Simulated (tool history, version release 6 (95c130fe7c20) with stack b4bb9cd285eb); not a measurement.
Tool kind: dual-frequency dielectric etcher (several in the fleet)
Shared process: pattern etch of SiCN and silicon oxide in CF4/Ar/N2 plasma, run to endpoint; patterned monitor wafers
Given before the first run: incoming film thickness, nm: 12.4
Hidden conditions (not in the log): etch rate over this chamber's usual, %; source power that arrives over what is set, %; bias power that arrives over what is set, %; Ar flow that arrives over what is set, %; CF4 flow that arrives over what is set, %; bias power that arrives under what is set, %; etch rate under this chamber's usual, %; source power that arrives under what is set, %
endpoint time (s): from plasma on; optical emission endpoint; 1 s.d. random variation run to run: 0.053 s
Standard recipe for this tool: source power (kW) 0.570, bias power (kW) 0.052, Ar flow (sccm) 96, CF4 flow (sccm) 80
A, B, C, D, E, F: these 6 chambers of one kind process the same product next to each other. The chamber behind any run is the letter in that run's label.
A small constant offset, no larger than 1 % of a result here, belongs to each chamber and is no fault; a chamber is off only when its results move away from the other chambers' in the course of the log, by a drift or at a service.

run,day,source power (kW),bias power (kW),Ar flow (sccm),CF4 flow (sccm),hours since the last wet clean,hours since the last source power generator calibration,hours since the last bias power generator calibration,hours since the last Ar flow controller change,hours since the last CF4 flow controller change,endpoint time (s)
1D,0.308,0.570,0.052,96,80,254.3,3544.2,1671.9,2383.6,3299.0,12.643
# day 0.583: chamber D: CF4 flow controller replaced
2C,0.788,0.570,0.052,96,80,268.3,1785.5,2146.7,1717.9,3484.9,12.676
3A,1.188,0.570,0.052,96,80,253.3,1038.4,2655.6,257.5,2721.4,12.634
4B,1.604,0.570,0.052,96,80,195.7,1213.9,1120.2,865.4,715.8,12.697
5E,1.888,0.570,0.052,96,80,344.5,673.2,3855.4,3885.1,804.1,12.520
6F,2.275,0.570,0.060,96,88,247.2,441.7,2353.9,5557.1,1158.5,11.924
7E,2.717,0.570,0.060,96,88,364.4,693.1,3875.3,3905.0,824.0,11.815
8C,3.121,0.570,0.060,96,88,324.3,1841.5,2202.7,1773.9,3540.9,11.865
9A,3.617,0.570,0.060,96,88,311.6,1096.7,2713.9,315.8,2779.7,11.803
10D,3.854,0.570,0.060,96,88,339.4,3629.3,1757.0,2468.7,78.5,11.847
11F,4.125,0.570,0.060,96,88,291.6,486.1,2398.3,5601.5,1202.9,11.938
12B,4.346,0.570,0.052,96,80,261.5,1279.7,1186.0,931.2,781.6,12.629
13F,4.688,0.570,0.052,96,80,305.1,499.6,2411.8,5615.0,1216.4,12.608
14E,4.950,0.570,0.052,96,80,418.0,746.7,3928.9,3958.6,877.6,12.657
15A,5.329,0.570,0.052,96,80,352.7,1137.8,2755.0,356.9,2820.8,12.500
16D,5.700,0.570,0.052,96,80,383.7,3673.6,1801.3,2513.0,122.8,12.635
17C,5.962,0.570,0.052,96,80,392.5,1909.7,2270.9,1842.1,3609.1,12.742
18B,6.421,0.570,0.052,96,80,311.3,1329.5,1235.8,981.0,831.4,12.592
19C,6.792,0.510,0.052,96,74,412.4,1929.6,2290.8,1862.0,3629.0,14.144
20A,7.125,0.510,0.052,96,74,395.8,1180.9,2798.1,400.0,2863.9,13.999
21F,7.471,0.510,0.052,96,74,371.9,566.4,2478.6,5681.8,1283.2,14.167
22B,7.712,0.510,0.052,96,74,342.3,1360.5,1266.8,1012.0,862.4,14.231
23D,8.133,0.510,0.052,96,74,442.1,3732.0,1859.7,2571.4,181.2,14.202
24E,8.492,0.510,0.052,96,74,503.0,831.7,4013.9,4043.6,962.6,14.148
# day 8.700: chamber E: wet clean of the chamber
25E,8.775,0.570,0.043,79,80,1.9,838.5,4020.7,4050.4,969.4,12.819
# day 9.038: chamber F: wet clean of the chamber
26D,9.229,0.570,0.043,79,80,468.4,3758.3,1886.0,2597.7,207.5,12.909
27B,9.538,0.570,0.043,79,80,386.1,1404.3,1310.6,1055.8,906.2,12.837
28C,9.967,0.570,0.043,79,80,488.6,2005.8,2367.0,1938.2,3705.2,12.975
29F,10.212,0.570,0.043,79,80,28.3,632.2,2544.4,5747.6,1349.0,12.968
# day 10.392: chamber D: wet clean of the chamber
30A,10.629,0.570,0.043,79,80,479.9,1265.0,2882.2,484.1,2948.0,12.890
31A,10.988,0.570,0.052,96,80,488.5,1273.6,2890.8,492.7,2956.6,12.626
# day 11.200: chamber D: Ar flow controller replaced
32F,11.479,0.570,0.052,96,80,58.7,662.6,2574.8,5778.0,1379.4,12.734
# day 11.800: chamber C: wet clean of the chamber
33C,11.825,0.570,0.052,96,80,0.6,2050.4,2411.6,1982.8,3749.8,12.594
34D,12.288,0.570,0.045,96,80,45.5,3831.7,1959.4,26.1,280.9,13.136
35B,12.667,0.570,0.045,96,80,461.2,1479.4,1385.7,1130.9,981.3,12.925
36E,13.150,0.570,0.045,96,80,106.9,943.5,4125.7,4155.4,1074.4,13.169
37C,13.579,0.570,0.045,96,80,42.7,2092.5,2453.7,2024.9,3791.9,13.290
38D,13.817,0.570,0.045,96,80,82.2,3868.4,1996.1,62.8,317.6,13.096
39E,14.075,0.570,0.045,96,80,129.1,965.7,4147.9,4177.6,1096.6,13.200
40B,14.512,0.570,0.052,81,62,505.5,1523.7,1430.0,1175.2,1025.6,12.562
41A,14.817,0.570,0.052,81,62,580.4,1365.5,2982.7,584.6,3048.5,12.659
42F,15.267,0.570,0.052,81,62,149.6,753.5,2665.7,5868.9,1470.3,12.868
43B,15.721,0.570,0.052,81,62,534.5,1552.7,1459.0,1204.2,1054.6,12.571
44C,16.075,0.570,0.052,81,62,102.6,2152.4,2513.6,2084.8,3851.8,12.793

Which is it: a chamber that has drifted or been left off by a service, a gauge drift common to all chambers, or only each chamber's usual small offset? If a chamber is off, name it and its likeliest cause.

Chamber B drifts away from the others.
What lies behind it: etch rate over this chamber's usual, % = 2.37.
With only this log, it may be confused with: source power that arrives over what is set, %.

Below are 4 candidate recipes for chamber B's next run, each the usual settings with a change, their results shown as question marks. Which of them brings B's results back in line with what the other chambers give on the usual settings?
In line means no further than this from the other chambers' mean on the usual settings: endpoint time (s) 0.190
45B-1,16.442,0.540,0.052,97,79,,,,,,?
45B-2,16.442,0.560,0.052,96,80,,,,,,?
45B-3,16.442,0.570,0.052,96,108,,,,,,?
45B-4,16.442,0.580,0.052,96,80,,,,,,?

Mean of the other chambers on the usual settings: endpoint time (s) 12.603
run,endpoint time (s)
45B-1,12.963
45B-2,12.496
45B-3,11.751
45B-4,12.103
45B-2 brings the chamber back in line.

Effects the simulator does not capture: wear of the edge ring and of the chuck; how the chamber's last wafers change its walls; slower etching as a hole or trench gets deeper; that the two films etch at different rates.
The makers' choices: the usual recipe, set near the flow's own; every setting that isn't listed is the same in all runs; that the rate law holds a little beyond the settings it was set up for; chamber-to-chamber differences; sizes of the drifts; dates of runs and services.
